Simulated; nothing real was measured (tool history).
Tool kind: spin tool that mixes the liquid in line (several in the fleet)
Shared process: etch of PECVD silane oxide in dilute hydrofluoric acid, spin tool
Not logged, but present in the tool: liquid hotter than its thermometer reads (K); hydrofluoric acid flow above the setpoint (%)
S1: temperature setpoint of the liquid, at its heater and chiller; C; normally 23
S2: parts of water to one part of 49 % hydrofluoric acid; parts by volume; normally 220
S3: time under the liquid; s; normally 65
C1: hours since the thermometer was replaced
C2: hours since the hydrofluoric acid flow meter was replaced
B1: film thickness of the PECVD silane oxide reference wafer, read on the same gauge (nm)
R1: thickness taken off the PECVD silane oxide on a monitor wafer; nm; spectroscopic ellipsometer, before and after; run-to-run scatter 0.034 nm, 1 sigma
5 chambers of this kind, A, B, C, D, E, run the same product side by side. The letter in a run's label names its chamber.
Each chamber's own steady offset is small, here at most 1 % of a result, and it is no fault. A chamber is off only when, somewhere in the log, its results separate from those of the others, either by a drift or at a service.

| run | hour | S1 | S2 | S3 | C1 | C2 | B1 | R1 |
|---|---|---|---|---|---|---|---|---|
| 1B | 7.2 | 23 | 220 | 65 | 310.3 | 1195.9 | 139.98 | 6.6368 |
|  | 13.2 | chamber E: thermometer replaced |
| 2D | 20 | 23 | 220 | 65 | 456.4 | 918.8 | 139.99 | 6.6741 |
|  | 25.7 | chamber C: hydrofluoric acid flow meter replaced |
| 3C | 26.5 | 23 | 220 | 65 | 1436.6 | 0.9 | 140.04 | 6.6169 |
| 4E | 33.5 | 23 | 220 | 65 | 20.3 | 276.2 | 139.96 | 6.6219 |
| 5A | 44.8 | 23 | 220 | 65 | 326.6 | 194.1 | 140 | 6.6291 |
| 6B | 55.4 | 23 | 220 | 40 | 358.5 | 1244.1 | 140 | 4.0958 |
| 7A | 66.4 | 23 | 220 | 40 | 348.2 | 215.7 | 140.03 | 4.1027 |
| 8E | 74.1 | 23 | 220 | 40 | 60.9 | 316.8 | 140 | 4.0486 |
| 9C | 87.3 | 23 | 220 | 40 | 1497.4 | 61.7 | 140.02 | 4.0903 |
| 10D | 96.2 | 23 | 220 | 40 | 532.6 | 995 | 139.96 | 4.0887 |
| 11B | 105.1 | 23 | 220 | 65 | 408.2 | 1293.8 | 140.02 | 6.6235 |
| 12E | 113.9 | 23 | 220 | 65 | 100.7 | 356.6 | 140.02 | 6.5747 |
| 13D | 121.1 | 23 | 220 | 100 | 557.5 | 1019.9 | 139.98 | 10.279 |
| 14C | 130.6 | 23 | 220 | 100 | 1540.7 | 105 | 140 | 10.275 |
| 15A | 143.1 | 23 | 220 | 100 | 424.9 | 292.4 | 140 | 10.212 |
| 16B | 156.7 | 23 | 220 | 100 | 459.8 | 1345.4 | 140 | 10.152 |
| 17A | 169 | 23 | 220 | 100 | 450.8 | 318.3 | 140.01 | 10.243 |
| 18D | 178.2 | 23 | 220 | 65 | 614.6 | 1077 | 140.02 | 6.7723 |
| 19C | 189.7 | 23 | 220 | 65 | 1599.8 | 164.1 | 139.99 | 6.6356 |
| 20E | 203.8 | 23 | 220 | 65 | 190.6 | 446.5 | 139.97 | 6.5476 |
| 21C | 212.4 | 23 | 220 | 65 | 1622.5 | 186.8 | 140 | 6.6251 |
| 22A | 225.7 | 23 | 220 | 65 | 507.5 | 375 | 140 | 6.6615 |
|  | 225.9 | chamber D: thermometer replaced |
|  | 238.4 | chamber C: thermometer replaced |
| 23E | 239.9 | 23 | 220 | 65 | 226.7 | 482.6 | 140.01 | 6.563 |
| 24B | 246.1 | 23 | 220 | 65 | 549.2 | 1434.8 | 139.98 | 6.5921 |
| 25D | 256.2 | 23 | 220 | 30 | 30.4 | 1155 | 139.99 | 3.1845 |
| 26B | 269.8 | 23 | 220 | 30 | 572.9 | 1458.5 | 139.97 | 3.0519 |
| 27A | 283.9 | 23 | 220 | 30 | 565.7 | 433.2 | 140.02 | 3.0506 |
| 28E | 291.4 | 23 | 220 | 30 | 278.2 | 534.1 | 139.99 | 3.0856 |
| 29D | 301.5 | 23 | 220 | 30 | 75.7 | 1200.3 | 139.97 | 3.2526 |
|  | 302 | chamber B: thermometer replaced |
| 30C | 311.1 | 23 | 220 | 65 | 72.8 | 285.5 | 139.99 | 6.665 |
|  | 316.6 | chamber B: hydrofluoric acid flow meter replaced |
| 31B | 319.1 | 23 | 220 | 65 | 17.2 | 2.5 | 140.03 | 6.5654 |
| 32D | 330.6 | 23 | 220 | 90 | 104.8 | 1229.4 | 139.99 | 9.7771 |
| 33A | 341.7 | 23 | 220 | 90 | 623.5 | 491 | 140.02 | 9.1439 |

Which is it: a chamber that has drifted or been left off by a service, a gauge drift common to all chambers, or only each chamber's usual small offset? If a chamber is off, name it and its likeliest cause.

It is chamber D that slowly wanders off from its peers.
What lies behind it: hydrofluoric acid flow above the setpoint (%) = 5.99.

Here are 4 candidates for chamber D's next run, each the usual settings with a change, their results left as question marks. Which one brings its results back in line with what the others give on the usual settings?
A result is in line if it is within this distance of the other chambers' mean on the usual settings: R1 0.12 nm
| 34D-1 | 352 | 24 | 220 | 65 |  |  |  | ? |
| 34D-2 | 352 | 22 | 220 | 65 |  |  |  | ? |
| 34D-3 | 352 | 21 | 220 | 65 |  |  |  | ? |
| 34D-4 | 352 | 25 | 220 | 65 |  |  |  | ? |

What the other chambers average on the usual settings: R1 6.6405 nm
| run | R1 |
|---|---|
| 34D-1 | 7.3789 |
| 34D-2 | 6.855 |
| 34D-3 | 6.6057 |
| 34D-4 | 7.6482 |
The right change is 34D-3: it brings the chamber back within the allowed miss of the others.
